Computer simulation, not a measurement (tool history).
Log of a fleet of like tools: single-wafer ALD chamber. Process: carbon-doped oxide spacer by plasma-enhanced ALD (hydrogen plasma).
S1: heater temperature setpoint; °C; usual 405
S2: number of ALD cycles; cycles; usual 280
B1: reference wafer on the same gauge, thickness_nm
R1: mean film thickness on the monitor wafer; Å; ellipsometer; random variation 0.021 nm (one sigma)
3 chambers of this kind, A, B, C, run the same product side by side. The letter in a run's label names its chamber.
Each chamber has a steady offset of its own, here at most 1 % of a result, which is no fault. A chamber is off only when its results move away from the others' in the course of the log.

run 1B day=0.292 | S1=405 S2=280 | B1=11.603 | R1=139.22
run 2A day=0.879 | S1=405 S2=280 | B1=11.607 | R1=138.59
-- day=0.962 chamber C: thermocouple changed; heater temperature recalibrated
run 3C day=1.171 | S1=405 S2=280 | B1=11.611 | R1=137.76
run 4B day=1.521 | S1=405 S2=280 | B1=11.607 | R1=139.25
run 5A day=1.871 | S1=410 S2=226 | B1=11.616 | R1=109.93
run 6C day=2.242 | S1=410 S2=226 | B1=11.621 | R1=109.81
run 7B day=2.558 | S1=410 S2=226 | B1=11.613 | R1=110.98
run 8A day=3.117 | S1=405 S2=280 | B1=11.628 | R1=138.16
run 9C day=3.408 | S1=405 S2=280 | B1=11.625 | R1=138.00
run 10C day=3.783 | S1=405 S2=280 | B1=11.627 | R1=138.12
run 11A day=4.338 | S1=396 S2=301 | B1=11.634 | R1=151.36
run 12B day=4.596 | S1=396 S2=301 | B1=11.630 | R1=152.26
run 13C day=5.096 | S1=396 S2=301 | B1=11.635 | R1=151.25
run 14B day=5.550 | S1=405 S2=280 | B1=11.640 | R1=139.43
run 15A day=5.817 | S1=391 S2=280 | B1=11.646 | R1=140.57
run 16C day=6.108 | S1=391 S2=280 | B1=11.642 | R1=140.85
run 17A day=6.683 | S1=391 S2=280 | B1=11.650 | R1=141.34
run 18B day=7.088 | S1=405 S2=280 | B1=11.649 | R1=140.04
run 19A day=7.400 | S1=405 S2=280 | B1=11.659 | R1=139.15
run 20C day=7.829 | S1=405 S2=280 | B1=11.655 | R1=138.39
run 21B day=8.396 | S1=405 S2=280 | B1=11.660 | R1=139.49
run 22A day=8.833 | S1=405 S2=280 | B1=11.662 | R1=139.24
run 23B day=9.233 | S1=405 S2=280 | B1=11.670 | R1=139.73
run 24C day=9.717 | S1=405 S2=280 | B1=11.670 | R1=138.84

All 3 chambers run these settings next. Forecast each chamber's results:
run 25A day=10.142 | S1=405 S2=280 | R1=?
run 25B day=10.142 | S1=405 S2=280 | R1=?
run 25C day=10.142 | S1=405 S2=280 | R1=?

run=25A R1=139.17
run=25B R1=140.12
run=25C R1=138.82
